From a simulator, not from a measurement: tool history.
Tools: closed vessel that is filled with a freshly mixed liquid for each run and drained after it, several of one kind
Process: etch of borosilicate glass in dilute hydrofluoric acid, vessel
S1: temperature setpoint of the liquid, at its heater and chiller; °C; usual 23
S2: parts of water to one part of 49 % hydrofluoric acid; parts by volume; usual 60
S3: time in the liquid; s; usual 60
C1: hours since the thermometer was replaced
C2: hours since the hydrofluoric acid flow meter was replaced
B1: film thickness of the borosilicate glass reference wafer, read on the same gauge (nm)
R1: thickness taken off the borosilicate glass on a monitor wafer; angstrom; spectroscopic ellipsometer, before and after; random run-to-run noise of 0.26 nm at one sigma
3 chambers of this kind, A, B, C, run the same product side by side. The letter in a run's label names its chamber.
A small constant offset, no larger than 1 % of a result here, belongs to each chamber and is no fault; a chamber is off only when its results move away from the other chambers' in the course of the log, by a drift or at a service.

run	hour	S1	S2	S3	C1	C2	B1	R1
1A	12.3	23	60	60	472.6	990.3	109.99	559.04
2B	20.9	23	60	60	1090.9	32.4	110.01	565.72
3C	31.8	23	60	60	2026.7	638.6	109.98	562.99
4C	41	23	60	60	2035.9	647.8	110	565.08
5A	52.4	23	60	60	512.7	1030.4	109.99	560.77
6B	60.8	23	30	60	1130.8	72.3	110	1174.3
7A	73.4	23	30	60	533.7	1051.4	110.01	1195.4
8B	85.2	23	30	60	1155.2	96.7	109.97	1182.9
9C	96.3	23	60	60	2091.2	703.1	109.96	567.94
10B	106.8	23	60	60	1176.8	118.3	109.99	561.84
11A	118.2	23	60	60	578.5	1096.2	110	559.97
# hour 125.4: chamber C: thermometer replaced
12C	127.6	23	70	75	2.3	734.4	110.01	594.39
13A	133.5	23	70	75	593.8	1111.5	110.01	590.58
# hour 136.8: chamber C: hydrofluoric acid flow meter replaced
14B	143.9	23	70	75	1213.9	155.4	110.06	596.77
15C	155.2	23	60	60	29.9	18.4	110.01	566.5
16B	167.3	20.5	60	60	1237.3	178.8	109.99	509.83
17A	177.9	20.5	60	60	638.2	1155.9	110.03	502.24
18C	186.4	20.5	60	60	61.1	49.6	109.99	509.54
19B	192.9	23	60	60	1262.9	204.4	109.97	561.38
20C	201.7	23	80	60	76.4	64.9	110	413.02
21A	207.6	23	80	60	667.9	1185.6	110.04	407.9
22C	214	23	80	60	88.7	77.2	110.01	415.78
23A	225.6	23	60	60	685.9	1203.6	109.99	563.6
24B	236.6	23	60	60	1306.6	248.1	110	561.31
25C	249.5	23	60	60	124.2	112.7	110	569.35
26B	258.3	23	60	60	1328.3	269.8	109.99	567.15
27A	264.8	23	60	60	725.1	1242.8	110.01	560.37
28A	277.6	25.5	60	60	737.9	1255.6	110.01	620.49

Which is it: a chamber that has drifted or been left off by a service, a gauge drift common to all chambers, or only each chamber's usual small offset? If a chamber is off, name it and its likeliest cause.

All chambers stay in line apart from their small fixed offsets, and the gauge does not drift.
